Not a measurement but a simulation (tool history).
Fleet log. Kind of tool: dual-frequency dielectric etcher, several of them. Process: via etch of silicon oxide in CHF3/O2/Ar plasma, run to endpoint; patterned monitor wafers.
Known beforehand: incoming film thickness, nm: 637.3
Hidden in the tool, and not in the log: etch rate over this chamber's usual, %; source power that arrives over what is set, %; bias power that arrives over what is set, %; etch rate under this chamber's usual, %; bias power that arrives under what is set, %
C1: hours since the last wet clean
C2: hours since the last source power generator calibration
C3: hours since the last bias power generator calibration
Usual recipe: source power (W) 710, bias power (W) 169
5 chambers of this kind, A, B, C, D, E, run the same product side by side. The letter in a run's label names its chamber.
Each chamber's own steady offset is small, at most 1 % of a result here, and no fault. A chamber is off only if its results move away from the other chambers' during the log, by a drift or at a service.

run 1E day=0.192 | source_power_(W)=710 bias_power_(W)=169 | C1=422.1 C2=858.1 C3=496.7 | endpoint_time_(s)=312.42
run 2D day=0.362 | source_power_(W)=710 bias_power_(W)=169 | C1=446.4 C2=1378.6 C3=2081.9 | endpoint_time_(s)=308.99
run 3A day=0.554 | source_power_(W)=710 bias_power_(W)=169 | C1=312.2 C2=3980.1 C3=2001.3 | endpoint_time_(s)=308.77
run 4C day=0.754 | source_power_(W)=710 bias_power_(W)=169 | C1=358.3 C2=1255.7 C3=1879.3 | endpoint_time_(s)=312.39
run 5B day=0.888 | source_power_(W)=710 bias_power_(W)=169 | C1=444.0 C2=87.6 C3=1468.1 | endpoint_time_(s)=305.26
run 6E day=1.017 | source_power_(W)=710 bias_power_(W)=169 | C1=441.9 C2=877.9 C3=516.5 | endpoint_time_(s)=309.02
run 7D day=1.192 | source_power_(W)=710 bias_power_(W)=169 | C1=466.3 C2=1398.5 C3=2101.8 | endpoint_time_(s)=311.81
run 8C day=1.367 | source_power_(W)=710 bias_power_(W)=169 | C1=373.0 C2=1270.4 C3=1894.0 | endpoint_time_(s)=309.64
run 9A day=1.517 | source_power_(W)=710 bias_power_(W)=169 | C1=335.3 C2=4003.2 C3=2024.4 | endpoint_time_(s)=309.59
run 10B day=1.754 | source_power_(W)=710 bias_power_(W)=169 | C1=464.8 C2=108.4 C3=1488.9 | endpoint_time_(s)=307.50
run 11D day=2.000 | source_power_(W)=710 bias_power_(W)=169 | C1=485.7 C2=1417.9 C3=2121.2 | endpoint_time_(s)=313.57
run 12B day=2.225 | source_power_(W)=710 bias_power_(W)=169 | C1=476.1 C2=119.7 C3=1500.2 | endpoint_time_(s)=306.56
run 13C day=2.446 | source_power_(W)=710 bias_power_(W)=169 | C1=398.9 C2=1296.3 C3=1919.9 | endpoint_time_(s)=310.67
run 14A day=2.712 | source_power_(W)=710 bias_power_(W)=148 | C1=364.0 C2=4031.9 C3=2053.1 | endpoint_time_(s)=319.32
run 15E day=2.938 | source_power_(W)=710 bias_power_(W)=148 | C1=488.0 C2=924.0 C3=562.6 | endpoint_time_(s)=323.33
run 16C day=3.100 | source_power_(W)=710 bias_power_(W)=148 | C1=414.6 C2=1312.0 C3=1935.6 | endpoint_time_(s)=324.27
run 17A day=3.362 | source_power_(W)=710 bias_power_(W)=148 | C1=379.6 C2=4047.5 C3=2068.7 | endpoint_time_(s)=322.44
run 18B day=3.625 | source_power_(W)=710 bias_power_(W)=148 | C1=509.7 C2=153.3 C3=1533.8 | endpoint_time_(s)=322.66
-- day=3.754 chamber D: wet clean of the chamber
run 19E day=3.758 | source_power_(W)=820 bias_power_(W)=130 | C1=507.7 C2=943.7 C3=582.3 | endpoint_time_(s)=317.43
run 20D day=3.888 | source_power_(W)=820 bias_power_(W)=130 | C1=3.2 C2=1463.2 C3=2166.5 | endpoint_time_(s)=307.39
run 21E day=4.071 | source_power_(W)=820 bias_power_(W)=130 | C1=515.2 C2=951.2 C3=589.8 | endpoint_time_(s)=318.53
run 22B day=4.288 | source_power_(W)=820 bias_power_(W)=130 | C1=525.6 C2=169.2 C3=1549.7 | endpoint_time_(s)=313.91
run 23D day=4.450 | source_power_(W)=820 bias_power_(W)=130 | C1=16.7 C2=1476.7 C3=2180.0 | endpoint_time_(s)=305.26
run 24C day=4.696 | source_power_(W)=710 bias_power_(W)=169 | C1=452.9 C2=1350.3 C3=1973.9 | endpoint_time_(s)=308.18
run 25A day=4.904 | source_power_(W)=710 bias_power_(W)=169 | C1=416.6 C2=4084.5 C3=2105.7 | endpoint_time_(s)=310.72
run 26D day=5.062 | source_power_(W)=710 bias_power_(W)=169 | C1=31.4 C2=1491.4 C3=2194.7 | endpoint_time_(s)=297.77
-- day=5.183 chamber B: wet clean of the chamber
run 27C day=5.242 | source_power_(W)=710 bias_power_(W)=169 | C1=466.0 C2=1363.4 C3=1987.0 | endpoint_time_(s)=310.72
run 28E day=5.379 | source_power_(W)=640 bias_power_(W)=169 | C1=546.6 C2=982.6 C3=621.2 | endpoint_time_(s)=323.64
-- day=5.479 chamber A: wet clean of the chamber
run 29B day=5.525 | source_power_(W)=640 bias_power_(W)=169 | C1=8.2 C2=198.9 C3=1579.4 | endpoint_time_(s)=317.94
run 30A day=5.646 | source_power_(W)=640 bias_power_(W)=169 | C1=4.0 C2=4102.3 C3=2123.5 | endpoint_time_(s)=322.30
-- day=5.654 chamber E: wet clean of the chamber
run 31E day=5.771 | source_power_(W)=640 bias_power_(W)=169 | C1=2.8 C2=992.0 C3=630.6 | endpoint_time_(s)=320.44
run 32C day=5.979 | source_power_(W)=640 bias_power_(W)=169 | C1=483.7 C2=1381.1 C3=2004.7 | endpoint_time_(s)=324.11
run 33A day=6.117 | source_power_(W)=710 bias_power_(W)=169 | C1=15.3 C2=4113.6 C3=2134.8 | endpoint_time_(s)=306.80
run 34B day=6.279 | source_power_(W)=710 bias_power_(W)=169 | C1=26.3 C2=217.0 C3=1597.5 | endpoint_time_(s)=306.26

Has any chamber moved away from the others, gradually or after a service, or does the common gauge drift, or do the chambers differ only by their own small steady offsets? State the chamber and the most likely cause if one applies.

A service left chamber D off against the others.
Likeliest cause: etch rate over this chamber's usual, % = 4.6.

Which of the 4 candidates below, each the usual settings with something changed and its results left as question marks, puts chamber D back in line with what the other chambers give on the usual settings?
Counts as in line when no further than this from what the other chambers average on the usual settings: endpoint time (s) 4.40
run 35D-1 day=6.471 | source_power_(W)=710 bias_power_(W)=163 | endpoint_time_(s)=?
run 35D-2 day=6.471 | source_power_(W)=710 bias_power_(W)=188 | endpoint_time_(s)=?
run 35D-3 day=6.471 | source_power_(W)=720 bias_power_(W)=171 | endpoint_time_(s)=?
run 35D-4 day=6.471 | source_power_(W)=670 bias_power_(W)=161 | endpoint_time_(s)=?

Other chambers, usual settings, mean: endpoint time (s) 309.12
run=35D-1 endpoint_time_(s)=301.56
run=35D-2 endpoint_time_(s)=287.83
run=35D-3 endpoint_time_(s)=295.32
run=35D-4 endpoint_time_(s)=309.67
Change 35D-4 lands the chamber within the allowed miss of the other chambers.
